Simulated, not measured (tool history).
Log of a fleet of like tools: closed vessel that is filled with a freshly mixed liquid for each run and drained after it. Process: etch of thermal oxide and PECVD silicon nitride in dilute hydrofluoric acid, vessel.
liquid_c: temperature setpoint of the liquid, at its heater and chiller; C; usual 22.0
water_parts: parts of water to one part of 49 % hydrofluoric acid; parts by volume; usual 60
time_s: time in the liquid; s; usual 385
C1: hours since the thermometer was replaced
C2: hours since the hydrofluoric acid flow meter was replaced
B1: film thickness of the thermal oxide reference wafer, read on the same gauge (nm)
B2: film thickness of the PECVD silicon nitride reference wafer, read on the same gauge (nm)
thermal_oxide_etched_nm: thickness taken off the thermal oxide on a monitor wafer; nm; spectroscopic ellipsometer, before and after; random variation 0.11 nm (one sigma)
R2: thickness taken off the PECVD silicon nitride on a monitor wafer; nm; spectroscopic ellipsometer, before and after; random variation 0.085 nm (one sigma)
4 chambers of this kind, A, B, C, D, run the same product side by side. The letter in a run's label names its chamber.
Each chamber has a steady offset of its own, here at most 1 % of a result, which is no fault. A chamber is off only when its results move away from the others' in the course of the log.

run 1C hour=8.4 | liquid_c=22.0 water_parts=60 time_s=385 | C1=370.8 C2=621.1 | B1=119.99 B2=59.997 | thermal_oxide_etched_nm=29.695 R2=20.249
run 2B hour=16.3 | liquid_c=22.0 water_parts=60 time_s=385 | C1=747.3 C2=161.2 | B1=120.01 B2=59.994 | thermal_oxide_etched_nm=29.914 R2=20.309
run 3A hour=22.9 | liquid_c=22.0 water_parts=60 time_s=385 | C1=1787.9 C2=370.7 | B1=120.00 B2=59.977 | thermal_oxide_etched_nm=29.957 R2=20.288
run 4D hour=30.2 | liquid_c=22.0 water_parts=60 time_s=385 | C1=690.1 C2=1110.7 | B1=120.00 B2=59.998 | thermal_oxide_etched_nm=29.808 R2=20.599
run 5C hour=36.7 | liquid_c=22.0 water_parts=60 time_s=385 | C1=399.1 C2=649.4 | B1=120.00 B2=60.013 | thermal_oxide_etched_nm=29.804 R2=20.407
run 6A hour=42.8 | liquid_c=22.0 water_parts=60 time_s=385 | C1=1807.8 C2=390.6 | B1=119.99 B2=60.005 | thermal_oxide_etched_nm=29.810 R2=20.250
run 7B hour=51.8 | liquid_c=22.0 water_parts=60 time_s=385 | C1=782.8 C2=196.7 | B1=120.00 B2=60.000 | thermal_oxide_etched_nm=29.927 R2=20.402
run 8D hour=62.3 | liquid_c=22.0 water_parts=60 time_s=385 | C1=722.2 C2=1142.8 | B1=119.99 B2=59.999 | thermal_oxide_etched_nm=29.797 R2=20.428
run 9D hour=72.4 | liquid_c=22.0 water_parts=60 time_s=385 | C1=732.3 C2=1152.9 | B1=119.99 B2=59.999 | thermal_oxide_etched_nm=29.783 R2=20.407
run 10C hour=78.0 | liquid_c=22.0 water_parts=60 time_s=385 | C1=440.4 C2=690.7 | B1=120.00 B2=59.994 | thermal_oxide_etched_nm=29.729 R2=20.326
run 11A hour=88.0 | liquid_c=22.0 water_parts=60 time_s=385 | C1=1853.0 C2=435.8 | B1=120.01 B2=60.006 | thermal_oxide_etched_nm=29.881 R2=20.115
run 12B hour=98.6 | liquid_c=19.5 water_parts=60 time_s=500 | C1=829.6 C2=243.5 | B1=120.00 B2=59.989 | thermal_oxide_etched_nm=35.043 R2=22.270
run 13A hour=107.4 | liquid_c=19.5 water_parts=60 time_s=500 | C1=1872.4 C2=455.2 | B1=120.00 B2=60.006 | thermal_oxide_etched_nm=34.767 R2=22.029
-- hour=113.4 chamber D: hydrofluoric acid flow meter replaced
run 14D hour=114.9 | liquid_c=19.5 water_parts=60 time_s=500 | C1=774.8 C2=1.5 | B1=119.98 B2=60.008 | thermal_oxide_etched_nm=34.858 R2=22.418
run 15B hour=121.3 | liquid_c=19.5 water_parts=60 time_s=500 | C1=852.3 C2=266.2 | B1=119.98 B2=59.994 | thermal_oxide_etched_nm=35.004 R2=22.430
run 16C hour=130.2 | liquid_c=25.0 water_parts=50 time_s=385 | C1=492.6 C2=742.9 | B1=120.01 B2=59.990 | thermal_oxide_etched_nm=40.693 R2=29.882
run 17B hour=137.0 | liquid_c=25.0 water_parts=50 time_s=385 | C1=868.0 C2=281.9 | B1=120.01 B2=60.002 | thermal_oxide_etched_nm=40.936 R2=29.444
-- hour=138.3 chamber C: hydrofluoric acid flow meter replaced
run 18D hour=147.6 | liquid_c=25.0 water_parts=50 time_s=385 | C1=807.5 C2=34.2 | B1=120.01 B2=59.988 | thermal_oxide_etched_nm=40.746 R2=29.856
run 19C hour=156.9 | liquid_c=25.0 water_parts=50 time_s=385 | C1=519.3 C2=18.7 | B1=120.00 B2=60.016 | thermal_oxide_etched_nm=40.728 R2=29.628
run 20A hour=167.0 | liquid_c=22.0 water_parts=60 time_s=385 | C1=1932.0 C2=514.8 | B1=119.99 B2=60.008 | thermal_oxide_etched_nm=29.973 R2=20.381
run 21D hour=172.9 | liquid_c=22.0 water_parts=60 time_s=385 | C1=832.8 C2=59.5 | B1=119.99 B2=59.997 | thermal_oxide_etched_nm=29.876 R2=20.557
run 22C hour=182.1 | liquid_c=22.0 water_parts=60 time_s=385 | C1=544.5 C2=43.9 | B1=120.00 B2=59.981 | thermal_oxide_etched_nm=29.699 R2=20.494
-- hour=183.0 chamber A: hydrofluoric acid flow meter replaced
run 23B hour=191.8 | liquid_c=22.0 water_parts=60 time_s=385 | C1=922.8 C2=336.7 | B1=120.01 B2=60.016 | thermal_oxide_etched_nm=29.811 R2=20.271
run 24A hour=200.0 | liquid_c=27.0 water_parts=60 time_s=240 | C1=1965.0 C2=17.0 | B1=120.00 B2=59.996 | thermal_oxide_etched_nm=22.932 R2=17.551
run 25B hour=210.2 | liquid_c=27.0 water_parts=60 time_s=240 | C1=941.2 C2=355.1 | B1=120.01 B2=60.007 | thermal_oxide_etched_nm=22.599 R2=17.550
run 26D hour=218.5 | liquid_c=27.0 water_parts=60 time_s=240 | C1=878.4 C2=105.1 | B1=120.00 B2=59.994 | thermal_oxide_etched_nm=22.703 R2=17.792
run 27A hour=223.8 | liquid_c=27.0 water_parts=60 time_s=240 | C1=1988.8 C2=40.8 | B1=119.99 B2=60.010 | thermal_oxide_etched_nm=22.899 R2=17.621
run 28C hour=233.9 | liquid_c=22.0 water_parts=60 time_s=385 | C1=596.3 C2=95.7 | B1=120.00 B2=59.998 | thermal_oxide_etched_nm=29.691 R2=20.328
run 29B hour=242.2 | liquid_c=18.5 water_parts=80 time_s=385 | C1=973.2 C2=387.1 | B1=120.01 B2=59.984 | thermal_oxide_etched_nm=18.746 R2=12.021

Next, every chamber runs the same settings. What will each give?
run 30A hour=250.2 | liquid_c=18.5 water_parts=60 time_s=385 | thermal_oxide_etched_nm=? R2=?
run 30B hour=250.2 | liquid_c=18.5 water_parts=60 time_s=385 | thermal_oxide_etched_nm=? R2=?
run 30C hour=250.2 | liquid_c=18.5 water_parts=60 time_s=385 | thermal_oxide_etched_nm=? R2=?
run 30D hour=250.2 | liquid_c=18.5 water_parts=60 time_s=385 | thermal_oxide_etched_nm=? R2=?

run=30A thermal_oxide_etched_nm=25.682 R2=15.751
run=30B thermal_oxide_etched_nm=25.781 R2=15.761
run=30C thermal_oxide_etched_nm=25.716 R2=16.059
run=30D thermal_oxide_etched_nm=25.775 R2=16.205
